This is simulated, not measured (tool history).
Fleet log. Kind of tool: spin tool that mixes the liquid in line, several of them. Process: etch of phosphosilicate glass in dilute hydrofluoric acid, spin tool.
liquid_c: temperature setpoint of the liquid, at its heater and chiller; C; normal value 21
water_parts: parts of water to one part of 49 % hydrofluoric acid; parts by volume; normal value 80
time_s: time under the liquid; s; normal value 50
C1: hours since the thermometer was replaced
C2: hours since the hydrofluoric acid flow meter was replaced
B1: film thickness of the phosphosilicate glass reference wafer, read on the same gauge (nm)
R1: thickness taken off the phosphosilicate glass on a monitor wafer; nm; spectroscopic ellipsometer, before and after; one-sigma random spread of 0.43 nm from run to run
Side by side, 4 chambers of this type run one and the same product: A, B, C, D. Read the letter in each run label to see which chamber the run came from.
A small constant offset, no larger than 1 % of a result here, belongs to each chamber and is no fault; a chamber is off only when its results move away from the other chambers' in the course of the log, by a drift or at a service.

run 1B hour=7 | liquid_c=21 water_parts=80 time_s=50 | C1=876 C2=58.6 | B1=49.983 | R1=55.51
run 2D hour=13.1 | liquid_c=21 water_parts=80 time_s=50 | C1=823 C2=1272.5 | B1=49.968 | R1=54.437
run 3A hour=18.7 | liquid_c=21 water_parts=80 time_s=50 | C1=697.3 C2=1559.6 | B1=50.016 | R1=55.268
run 4C hour=26.9 | liquid_c=21 water_parts=80 time_s=50 | C1=353.4 C2=300.3 | B1=49.982 | R1=54.534
run 5B hour=33 | liquid_c=21 water_parts=80 time_s=50 | C1=902 C2=84.6 | B1=49.971 | R1=55.222
run 6D hour=41.6 | liquid_c=24 water_parts=80 time_s=25 | C1=851.5 C2=1301 | B1=49.97 | R1=30.813
run 7A hour=46.5 | liquid_c=24 water_parts=80 time_s=25 | C1=725.1 C2=1587.4 | B1=49.984 | R1=31.246
run 8C hour=54.1 | liquid_c=24 water_parts=80 time_s=25 | C1=380.6 C2=327.5 | B1=50.034 | R1=30.797
run 9B hour=59.6 | liquid_c=24 water_parts=80 time_s=25 | C1=928.6 C2=111.2 | B1=50.025 | R1=31.122
run 10A hour=66.1 | liquid_c=21 water_parts=80 time_s=50 | C1=744.7 C2=1607 | B1=50.004 | R1=55.183
run 11D hour=71.6 | liquid_c=24 water_parts=80 time_s=50 | C1=881.5 C2=1331 | B1=50.047 | R1=62.749
run 12C hour=78.4 | liquid_c=24 water_parts=80 time_s=50 | C1=404.9 C2=351.8 | B1=50.013 | R1=61.282
run 13C hour=86.1 | liquid_c=24 water_parts=80 time_s=50 | C1=412.6 C2=359.5 | B1=50.005 | R1=61.565
run 14A hour=90.2 | liquid_c=24 water_parts=80 time_s=50 | C1=768.8 C2=1631.1 | B1=50.008 | R1=61.65
run 15B hour=96.3 | liquid_c=17 water_parts=55 time_s=50 | C1=965.3 C2=147.9 | B1=50.078 | R1=70.398
run 16D hour=101 | liquid_c=17 water_parts=55 time_s=50 | C1=910.9 C2=1360.4 | B1=49.982 | R1=71.342
run 17A hour=108.1 | liquid_c=17 water_parts=55 time_s=50 | C1=786.7 C2=1649 | B1=50.026 | R1=69.352
run 18C hour=114.4 | liquid_c=17 water_parts=55 time_s=50 | C1=440.9 C2=387.8 | B1=50.046 | R1=69.833
run 19D hour=121.4 | liquid_c=21 water_parts=80 time_s=50 | C1=931.3 C2=1380.8 | B1=50.006 | R1=56.386
run 20B hour=126.4 | liquid_c=17 water_parts=80 time_s=60 | C1=995.4 C2=178 | B1=50.069 | R1=55.684
run 21B hour=131.1 | liquid_c=17 water_parts=80 time_s=60 | C1=1000.1 C2=182.7 | B1=49.99 | R1=55.682
run 22D hour=136.4 | liquid_c=17 water_parts=80 time_s=60 | C1=946.3 C2=1395.8 | B1=49.968 | R1=57.823
run 23C hour=141.5 | liquid_c=17 water_parts=80 time_s=60 | C1=468 C2=414.9 | B1=49.974 | R1=55.493
run 24A hour=148.6 | liquid_c=21 water_parts=80 time_s=65 | C1=827.2 C2=1689.5 | B1=49.988 | R1=71.387
run 25B hour=154.9 | liquid_c=21 water_parts=80 time_s=65 | C1=1023.9 C2=206.5 | B1=50.005 | R1=71.175
run 26D hour=163.7 | liquid_c=21 water_parts=80 time_s=65 | C1=973.6 C2=1423.1 | B1=50.006 | R1=75.56
run 27A hour=171.3 | liquid_c=21 water_parts=80 time_s=65 | C1=849.9 C2=1712.2 | B1=50.036 | R1=71.741
run 28C hour=179.1 | liquid_c=21 water_parts=80 time_s=50 | C1=505.6 C2=452.5 | B1=50.014 | R1=54.841

Which is it: a chamber that has drifted or been left off by a service, a gauge drift common to all chambers, or only each chamber's usual small offset? If a chamber is off, name it and its likeliest cause.

It is chamber D that slowly wanders off from its peers.
Cause: hydrofluoric acid flow above the setpoint (%) = 7.67.
The log may not tell that from: liquid hotter than its thermometer reads (K).

Which of the 4 candidates below, each the usual settings with something changed and its results left as question marks, puts chamber D back in line with what the other chambers give on the usual settings?
To be in line, a result may differ from the other chambers' mean on the usual settings by at most: R1 1.5 nm
run 29D-1 hour=185.8 | liquid_c=20.5 water_parts=90 time_s=50 | R1=?
run 29D-2 hour=185.8 | liquid_c=23 water_parts=80 time_s=50 | R1=?
run 29D-3 hour=185.8 | liquid_c=21 water_parts=70 time_s=50 | R1=?
run 29D-4 hour=185.8 | liquid_c=21 water_parts=85 time_s=50 | R1=?

The other chambers' mean on the usual settings: R1 54.702 nm
run=29D-1 R1=50.829
run=29D-2 R1=64.128
run=29D-3 R1=68.328
run=29D-4 R1=55.259
Change 29D-4 lands the chamber within the allowed miss of the other chambers.
